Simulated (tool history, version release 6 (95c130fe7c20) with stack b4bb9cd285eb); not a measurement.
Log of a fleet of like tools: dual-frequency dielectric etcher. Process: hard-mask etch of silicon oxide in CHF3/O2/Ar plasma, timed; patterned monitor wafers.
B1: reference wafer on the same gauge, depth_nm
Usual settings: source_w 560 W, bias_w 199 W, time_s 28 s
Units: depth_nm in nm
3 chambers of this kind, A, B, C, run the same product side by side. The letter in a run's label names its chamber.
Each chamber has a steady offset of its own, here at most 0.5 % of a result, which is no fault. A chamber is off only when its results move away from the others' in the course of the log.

Run 1B, hour 8.3: usual settings; B1 57.418. Result: depth_nm 55.671 nm.
Run 2C, hour 19.2: usual settings; B1 57.416. Result: depth_nm 56.022 nm.
Run 3A, hour 28.3: usual settings; B1 57.427. Result: depth_nm 55.958 nm.
Run 4B, hour 37.3: usual settings; B1 57.441. Result: depth_nm 55.601 nm.
Run 5A, hour 45.8: usual settings; B1 57.444. Result: depth_nm 56.011 nm.
Run 6C, hour 51.6: usual settings; B1 57.445. Result: depth_nm 55.924 nm.
Run 7A, hour 62.2: usual settings; B1 57.448. Result: depth_nm 55.864 nm.
Run 8C, hour 71.3: usual settings; B1 57.465. Result: depth_nm 55.982 nm.
Run 9B, hour 79.4: usual settings; B1 57.457. Result: depth_nm 55.740 nm.
Run 10A, hour 89.3: usual settings; B1 57.480. Result: depth_nm 55.974 nm.
At hour 90.2: chamber B: wet clean of the chamber.
At hour 92.7: chamber C: wet clean of the chamber.
Run 11B, hour 100.1: usual settings; B1 57.485. Result: depth_nm 55.721 nm.
Run 12C, hour 106.5: usual settings; B1 57.472. Result: depth_nm 56.006 nm.
Run 13B, hour 114.5: usual settings; B1 57.491. Result: depth_nm 55.837 nm.
Run 14A, hour 121.6: usual settings; B1 57.506. Result: depth_nm 56.043 nm.
Run 15C, hour 132.6: usual settings; B1 57.506. Result: depth_nm 55.971 nm.
Run 16B, hour 139.3: usual settings; B1 57.508. Result: depth_nm 55.769 nm.
Run 17C, hour 146.6: usual settings; B1 57.505. Result: depth_nm 56.121 nm.
Run 18A, hour 152.0: usual settings; B1 57.523. Result: depth_nm 56.045 nm.
Run 19C, hour 159.3: usual settings but bias_w 221 W, time_s 34 s; B1 57.517. Result: depth_nm 70.511 nm.
Run 20A, hour 166.1: usual settings but bias_w 221 W, time_s 34 s; B1 57.545. Result: depth_nm 70.514 nm.
Run 21B, hour 174.1: usual settings but bias_w 221 W, time_s 34 s; B1 57.527. Result: depth_nm 70.238 nm.
Run 22A, hour 182.1: usual settings; B1 57.563. Result: depth_nm 56.054 nm.
Run 23B, hour 189.7: usual settings; B1 57.560. Result: depth_nm 55.779 nm.
Run 24C, hour 198.2: usual settings; B1 57.570. Result: depth_nm 56.071 nm.
Run 25A, hour 209.0: usual settings but source_w 650 W, bias_w 247 W; B1 57.564. Result: depth_nm 63.921 nm.
Run 26B, hour 214.7: usual settings but source_w 650 W, bias_w 247 W; B1 57.569. Result: depth_nm 63.672 nm.
At hour 219.2: chamber A: wet clean of the chamber.
Run 27C, hour 219.7: usual settings but source_w 650 W, bias_w 247 W; B1 57.577. Result: depth_nm 64.256 nm.
Run 28C, hour 229.6: usual settings; B1 57.599. Result: depth_nm 56.053 nm.
Run 29A, hour 238.9: usual settings but source_w 660 W, bias_w 157 W; B1 57.590. Result: depth_nm 55.058 nm.
Run 30B, hour 248.8: usual settings but source_w 660 W, bias_w 157 W; B1 57.608. Result: depth_nm 55.027 nm.
Run 31A, hour 257.5: usual settings but source_w 660 W, bias_w 157 W; B1 57.614. Result: depth_nm 55.152 nm.
Run 32C, hour 263.1: usual settings; B1 57.624. Result: depth_nm 56.111 nm.
Run 33B, hour 271.8: usual settings; B1 57.621. Result: depth_nm 55.851 nm.
Run 34B, hour 282.3: usual settings; B1 57.626. Result: depth_nm 56.021 nm.
Run 35A, hour 287.8: usual settings; B1 57.636. Result: depth_nm 56.260 nm.
Run 36C, hour 296.7: usual settings; B1 57.633. Result: depth_nm 56.232 nm.
Run 37C, hour 305.6: usual settings; B1 57.637. Result: depth_nm 56.275 nm.
Run 38A, hour 314.5: usual settings; B1 57.658. Result: depth_nm 56.140 nm.

Is one chamber off against the others, does the gauge drift, or is nothing wrong? If a chamber is off, say which, and what the likeliest cause is.

The gauge drifts, so all chambers seem to drift together. No chamber is off.
Cause: gauge reads high (%) = 0.454.
